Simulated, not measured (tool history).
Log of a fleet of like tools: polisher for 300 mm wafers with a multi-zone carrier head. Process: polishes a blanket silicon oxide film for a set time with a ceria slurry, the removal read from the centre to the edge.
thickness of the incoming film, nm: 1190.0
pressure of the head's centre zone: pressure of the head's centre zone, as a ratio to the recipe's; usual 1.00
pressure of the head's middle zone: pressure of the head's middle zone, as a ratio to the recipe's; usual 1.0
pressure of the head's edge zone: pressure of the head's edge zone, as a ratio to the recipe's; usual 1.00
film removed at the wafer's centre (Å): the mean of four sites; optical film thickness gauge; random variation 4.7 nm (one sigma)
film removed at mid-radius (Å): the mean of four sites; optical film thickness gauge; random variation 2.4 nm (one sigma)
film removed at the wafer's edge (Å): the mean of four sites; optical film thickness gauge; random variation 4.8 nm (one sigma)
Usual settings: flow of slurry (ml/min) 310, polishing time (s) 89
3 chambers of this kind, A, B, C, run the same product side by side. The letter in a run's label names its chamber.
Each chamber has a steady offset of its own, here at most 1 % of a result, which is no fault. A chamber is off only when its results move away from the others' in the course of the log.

run   hour  flow of slurry (ml/min)  pressure of the head's centre zone  pressure of the head's middle zone  pressure of the head's edge zone  polishing time (s)  film removed at the wafer's centre (Å)  film removed at mid-radius (Å)  film removed at the wafer's edge (Å)
 1A    4.3                      310                                1.00                                 1.0                              1.00                  89                                  3516.2                          3400.3                                3409.4
 2C    9.1                      310                                1.00                                 1.0                              1.00                  89                                  3432.0                          3377.8                                3475.8
      10.2  -- chamber B: worn pad replaced by a new one
 3B   15.1                      310                                1.00                                 1.0                              1.00                  89                                  3423.2                          3466.5                                3349.0
 4C   19.8                      310                                1.00                                 1.0                              1.00                  89                                  3370.6                          3439.0                                3486.4
      23.3  -- chamber A: worn pad replaced by a new one
      24.9  -- chamber A: centre zone pressure recalibrated
 5B   25.6                      310                                1.00                                 1.0                              1.00                  89                                  3418.3                          3370.7                                3398.1
 6A   30.4                      310                                1.00                                 1.0                              1.00                  89                                  3506.3                          3424.7                                3420.8
 7A   34.4                      310                                1.00                                 1.0                              1.00                  89                                  3470.7                          3467.6                                3364.1
 8C   38.4                      310                                1.00                                 1.0                              1.00                  89                                  3381.8                          3403.6                                3445.1
 9B   44.0                      310                                1.00                                 1.0                              1.00                  89                                  3438.9                          3367.5                                3438.9
10C   51.1                      310                                0.93                                 1.0                              1.00                  73                                  2579.4                          2791.3                                2749.7
      58.1  -- chamber C: worn pad replaced by a new one
11A   58.5                      310                                0.93                                 1.0                              1.00                  73                                  2621.5                          2816.4                                2857.2
12B   63.1                      310                                0.93                                 1.0                              1.00                  73                                  2530.9                          2779.0                                2843.0
13A   68.5                      310                                1.00                                 1.0                              1.00                  89                                  3444.7                          3416.3                                3383.7
14C   73.3                      310                                1.00                                 1.0                              1.00                  89                                  3467.2                          3409.2                                3455.0
15B   78.3                      310                                1.00                                 1.0                              1.00                  89                                  3402.6                          3445.4                                3391.8
16C   83.5                      310                                1.00                                 1.0                              1.00                  89                                  3510.3                          3371.6                                3497.2
      86.7  -- chamber B: slurry nozzle cleaned
17A   87.5                      310                                1.00                                 1.0                              1.00                  89                                  3418.2                          3434.4                                3432.9
18B   93.1                      310                                1.00                                 1.0                              1.00                  89                                  3359.2                          3394.2                                3380.9
      96.6  -- chamber A: worn pad replaced by a new one
19A   99.8                      310                                1.00                                 1.0                              1.00                  89                                  3380.7                          3404.4                                3381.7
     102.1  -- chamber B: worn pad replaced by a new one
     106.2  -- chamber C: slurry nozzle cleaned
20C  106.6                      310                                1.00                                 1.0                              1.00                  89                                  3444.5                          3402.7                                3506.1
21B  111.6                      310                                1.00                                 1.0                              1.00                  89                                  3432.6                          3415.1                                3403.8
22B  118.3                      310                                1.00                                 1.0                              1.00                  89                                  3392.4                          3398.0                                3450.5
23A  121.8                      310                                1.00                                 1.0                              1.00                  89                                  3432.2                          3488.5                                3386.0
24C  126.2                      310                                1.00                                 1.0                              1.00                  89                                  3407.5                          3407.7                                3359.7
25C  133.3                      310                                1.00                                 1.0                              1.00                  89                                  3436.0                          3436.6                                3461.8
26B  140.0                      310                                1.00                                 1.0                              1.00                  89                                  3386.9                          3436.3                                3382.6
27A  144.8                      310                                1.11                                 1.0                              1.00                  89                                  3855.5                          3434.5                                3404.3
28B  150.3                      310                                1.11                                 1.0                              1.00                  89                                  3870.6                          3417.0                                3374.3
     156.4  -- chamber A: worn pad replaced by a new one
29C  157.3                      310                                1.11                                 1.0                              1.00                  89                                  3844.3                          3435.9                                3416.8
     159.7  -- chamber A: slurry nozzle cleaned
30A  162.5                      400                                1.00                                 1.0                              1.00                  89                                  3515.3                          3551.1                                3411.8
31C  167.4                      400                                1.00                                 1.0                              1.00                  89                                  3521.9                          3484.2                                3483.7
32B  170.9                      400                                1.00                                 1.0                              1.00                  89                                  3517.2                          3494.9                                3425.6
33A  178.2                      310                                1.00                                 1.0                              1.00                  89                                  3419.4                          3448.3                                3431.9
34A  185.4                      310                                1.00                                 1.0                              1.00                  89                                  3482.5                          3465.1                                3381.5
     185.9  -- chamber B: worn pad replaced by a new one
35B  189.0                      310                                1.00                                 1.0                              1.00                  89                                  3369.0                          3431.8                                3419.0
     190.5  -- chamber A: edge zone pressure recalibrated
36C  195.8                      310                                1.00                                 1.0                              1.04                 105                                  4015.5                          4065.9                                4190.1
     199.0  -- chamber C: worn pad replaced by a new one
37B  200.1                      310                                1.00                                 1.0                              1.04                 105                                  3983.4                          3986.1                                4074.2
38C  205.0                      310                                1.00                                 1.0                              1.04                 105                                  3989.3                          4001.7                                4148.1
39A  209.0                      310                                1.00                                 1.0                              1.00                  89                                  3426.5                          3437.5                                3493.3
40C  213.1                      310                                1.00                                 0.9                              1.00                  89                                  3420.2                          3098.2                                3462.2
41B  216.3                      310                                1.00                                 0.9                              1.00                  89                                  3374.1                          3095.2                                3352.2
     217.3  -- chamber A: worn pad replaced by a new one
42A  220.4                      310                                1.00                                 0.9                              1.00                  89                                  3321.2                          3122.9                                3404.5
43B  227.3                      310                                1.00                                 1.0                              1.00                  89                                  3414.0                          3387.4                                3343.4

Is one chamber off against the others, does the gauge drift, or is nothing wrong? If a chamber is off, say which, and what the likeliest cause is.

No chamber stands off beyond its own small offset, and the gauge holds steady.
